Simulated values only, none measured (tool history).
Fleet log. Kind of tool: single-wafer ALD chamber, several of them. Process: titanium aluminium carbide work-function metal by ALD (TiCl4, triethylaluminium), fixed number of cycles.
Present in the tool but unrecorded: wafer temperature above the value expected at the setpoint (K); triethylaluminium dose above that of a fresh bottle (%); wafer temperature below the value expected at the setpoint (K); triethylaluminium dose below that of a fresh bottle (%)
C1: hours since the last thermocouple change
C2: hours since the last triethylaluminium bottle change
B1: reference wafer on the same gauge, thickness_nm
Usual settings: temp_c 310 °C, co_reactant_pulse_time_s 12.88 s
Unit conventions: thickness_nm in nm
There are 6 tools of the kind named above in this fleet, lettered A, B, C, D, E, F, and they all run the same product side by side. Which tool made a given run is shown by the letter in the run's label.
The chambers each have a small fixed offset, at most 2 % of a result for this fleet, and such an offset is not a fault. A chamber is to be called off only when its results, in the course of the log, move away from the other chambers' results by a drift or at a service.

run 1A hour=10.2 | temp_c=310 co_reactant_pulse_time_s=12.88 | C1=1145.6 C2=372.0 | B1=1.7099 | thickness_nm=2.1458
run 2B hour=23.0 | temp_c=310 co_reactant_pulse_time_s=12.88 | C1=763.4 C2=67.1 | B1=1.7106 | thickness_nm=2.1690
run 3C hour=36.6 | temp_c=310 co_reactant_pulse_time_s=12.88 | C1=563.6 C2=671.2 | B1=1.7095 | thickness_nm=2.1298
run 4F hour=44.3 | temp_c=310 co_reactant_pulse_time_s=12.88 | C1=588.0 C2=1472.2 | B1=1.7101 | thickness_nm=2.1371
run 5E hour=55.1 | temp_c=310 co_reactant_pulse_time_s=12.88 | C1=568.5 C2=496.9 | B1=1.7098 | thickness_nm=2.1539
run 6D hour=63.5 | temp_c=310 co_reactant_pulse_time_s=12.88 | C1=441.9 C2=405.9 | B1=1.7093 | thickness_nm=2.1231
run 7A hour=71.2 | temp_c=310 co_reactant_pulse_time_s=12.88 | C1=1206.6 C2=433.0 | B1=1.7108 | thickness_nm=2.1372
run 8C hour=85.0 | temp_c=310 co_reactant_pulse_time_s=12.88 | C1=612.0 C2=719.6 | B1=1.7100 | thickness_nm=2.1298
run 9D hour=97.6 | temp_c=310 co_reactant_pulse_time_s=12.88 | C1=476.0 C2=440.0 | B1=1.7103 | thickness_nm=2.1204
-- hour=102.3 chamber F: triethylaluminium bottle replaced
run 10F hour=109.7 | temp_c=310 co_reactant_pulse_time_s=14.66 | C1=653.4 C2=7.5 | B1=1.7102 | thickness_nm=2.1465
run 11B hour=117.2 | temp_c=310 co_reactant_pulse_time_s=14.66 | C1=857.6 C2=161.3 | B1=1.7091 | thickness_nm=2.1842
run 12E hour=125.1 | temp_c=310 co_reactant_pulse_time_s=14.66 | C1=638.5 C2=566.9 | B1=1.7098 | thickness_nm=2.1711
run 13F hour=141.3 | temp_c=310 co_reactant_pulse_time_s=14.66 | C1=685.0 C2=39.1 | B1=1.7095 | thickness_nm=2.1423
run 14D hour=152.9 | temp_c=310 co_reactant_pulse_time_s=14.66 | C1=531.3 C2=495.3 | B1=1.7107 | thickness_nm=2.1289
run 15A hour=166.6 | temp_c=310 co_reactant_pulse_time_s=14.66 | C1=1302.0 C2=528.4 | B1=1.7102 | thickness_nm=2.1623
run 16B hour=182.7 | temp_c=310 co_reactant_pulse_time_s=12.88 | C1=923.1 C2=226.8 | B1=1.7091 | thickness_nm=2.1620
run 17E hour=192.6 | temp_c=310 co_reactant_pulse_time_s=12.88 | C1=706.0 C2=634.4 | B1=1.7101 | thickness_nm=2.1460
run 18C hour=200.5 | temp_c=310 co_reactant_pulse_time_s=12.88 | C1=727.5 C2=835.1 | B1=1.7105 | thickness_nm=2.1228
run 19C hour=215.9 | temp_c=310 co_reactant_pulse_time_s=12.88 | C1=742.9 C2=850.5 | B1=1.7110 | thickness_nm=2.1155
run 20F hour=224.3 | temp_c=310 co_reactant_pulse_time_s=12.88 | C1=768.0 C2=122.1 | B1=1.7101 | thickness_nm=2.1364
run 21A hour=235.6 | temp_c=310 co_reactant_pulse_time_s=12.88 | C1=1371.0 C2=597.4 | B1=1.7101 | thickness_nm=2.1457
run 22E hour=245.4 | temp_c=296 co_reactant_pulse_time_s=12.88 | C1=758.8 C2=687.2 | B1=1.7107 | thickness_nm=2.0297
run 23D hour=260.2 | temp_c=296 co_reactant_pulse_time_s=12.88 | C1=638.6 C2=602.6 | B1=1.7090 | thickness_nm=2.0009
run 24B hour=271.5 | temp_c=296 co_reactant_pulse_time_s=12.88 | C1=1011.9 C2=315.6 | B1=1.7090 | thickness_nm=2.0450
run 25D hour=281.5 | temp_c=296 co_reactant_pulse_time_s=12.88 | C1=659.9 C2=623.9 | B1=1.7093 | thickness_nm=1.9955
run 26B hour=288.6 | temp_c=296 co_reactant_pulse_time_s=12.88 | C1=1029.0 C2=332.7 | B1=1.7098 | thickness_nm=2.0434
run 27A hour=297.5 | temp_c=296 co_reactant_pulse_time_s=12.88 | C1=1432.9 C2=659.3 | B1=1.7098 | thickness_nm=2.0211
run 28F hour=308.3 | temp_c=310 co_reactant_pulse_time_s=12.88 | C1=852.0 C2=206.1 | B1=1.7105 | thickness_nm=2.1313
run 29E hour=317.4 | temp_c=310 co_reactant_pulse_time_s=12.88 | C1=830.8 C2=759.2 | B1=1.7103 | thickness_nm=2.1563
run 30C hour=327.5 | temp_c=310 co_reactant_pulse_time_s=8.17 | C1=854.5 C2=962.1 | B1=1.7102 | thickness_nm=1.9495
run 31C hour=343.7 | temp_c=310 co_reactant_pulse_time_s=8.17 | C1=870.7 C2=978.3 | B1=1.7095 | thickness_nm=1.9432
run 32E hour=352.3 | temp_c=310 co_reactant_pulse_time_s=8.17 | C1=865.7 C2=794.1 | B1=1.7100 | thickness_nm=2.0321
run 33B hour=364.7 | temp_c=310 co_reactant_pulse_time_s=8.17 | C1=1105.1 C2=408.8 | B1=1.7098 | thickness_nm=2.0548
run 34F hour=373.4 | temp_c=310 co_reactant_pulse_time_s=8.17 | C1=917.1 C2=271.2 | B1=1.7099 | thickness_nm=2.0368
run 35A hour=381.9 | temp_c=310 co_reactant_pulse_time_s=8.17 | C1=1517.3 C2=743.7 | B1=1.7095 | thickness_nm=2.0403
run 36D hour=394.4 | temp_c=299 co_reactant_pulse_time_s=12.88 | C1=772.8 C2=736.8 | B1=1.7094 | thickness_nm=2.0225
run 37A hour=402.2 | temp_c=299 co_reactant_pulse_time_s=12.88 | C1=1537.6 C2=764.0 | B1=1.7100 | thickness_nm=2.0355
run 38C hour=413.2 | temp_c=299 co_reactant_pulse_time_s=12.88 | C1=940.2 C2=1047.8 | B1=1.7104 | thickness_nm=1.9989

Does one chamber stand apart from the rest, does the shared gauge drift, or is all well apart from small per-chamber offsets? Give the chamber and the most likely cause, where there is one.

Little by little, chamber C moves away from the other chambers.
Likeliest cause: triethylaluminium dose below that of a fresh bottle (%) = 23.9.
From this log alone, it may not be told apart from: wafer temperature below the value expected at the setpoint (K).

Here are 4 candidates for chamber C's next run, each the usual settings with a change, their results left as question marks. Which one brings its results back in line with what the others give on the usual settings?
Allowed miss from the other chambers' usual-settings mean, per result, to count as in line: thickness_nm 0.0170 nm
run 39C-1 hour=424.8 | temp_c=303 co_reactant_pulse_time_s=11.22 | thickness_nm=?
run 39C-2 hour=424.8 | temp_c=306 co_reactant_pulse_time_s=11.83 | thickness_nm=?
run 39C-3 hour=424.8 | temp_c=316 co_reactant_pulse_time_s=12.88 | thickness_nm=?
run 39C-4 hour=424.8 | temp_c=318 co_reactant_pulse_time_s=14.81 | thickness_nm=?

What the other chambers average on the usual settings: thickness_nm 2.1438 nm
run=39C-1 thickness_nm=1.9861
run=39C-2 thickness_nm=2.0277
run=39C-3 thickness_nm=2.1379
run=39C-4 thickness_nm=2.1848
Change 39C-3 lands the chamber within the allowed miss of the other chambers.

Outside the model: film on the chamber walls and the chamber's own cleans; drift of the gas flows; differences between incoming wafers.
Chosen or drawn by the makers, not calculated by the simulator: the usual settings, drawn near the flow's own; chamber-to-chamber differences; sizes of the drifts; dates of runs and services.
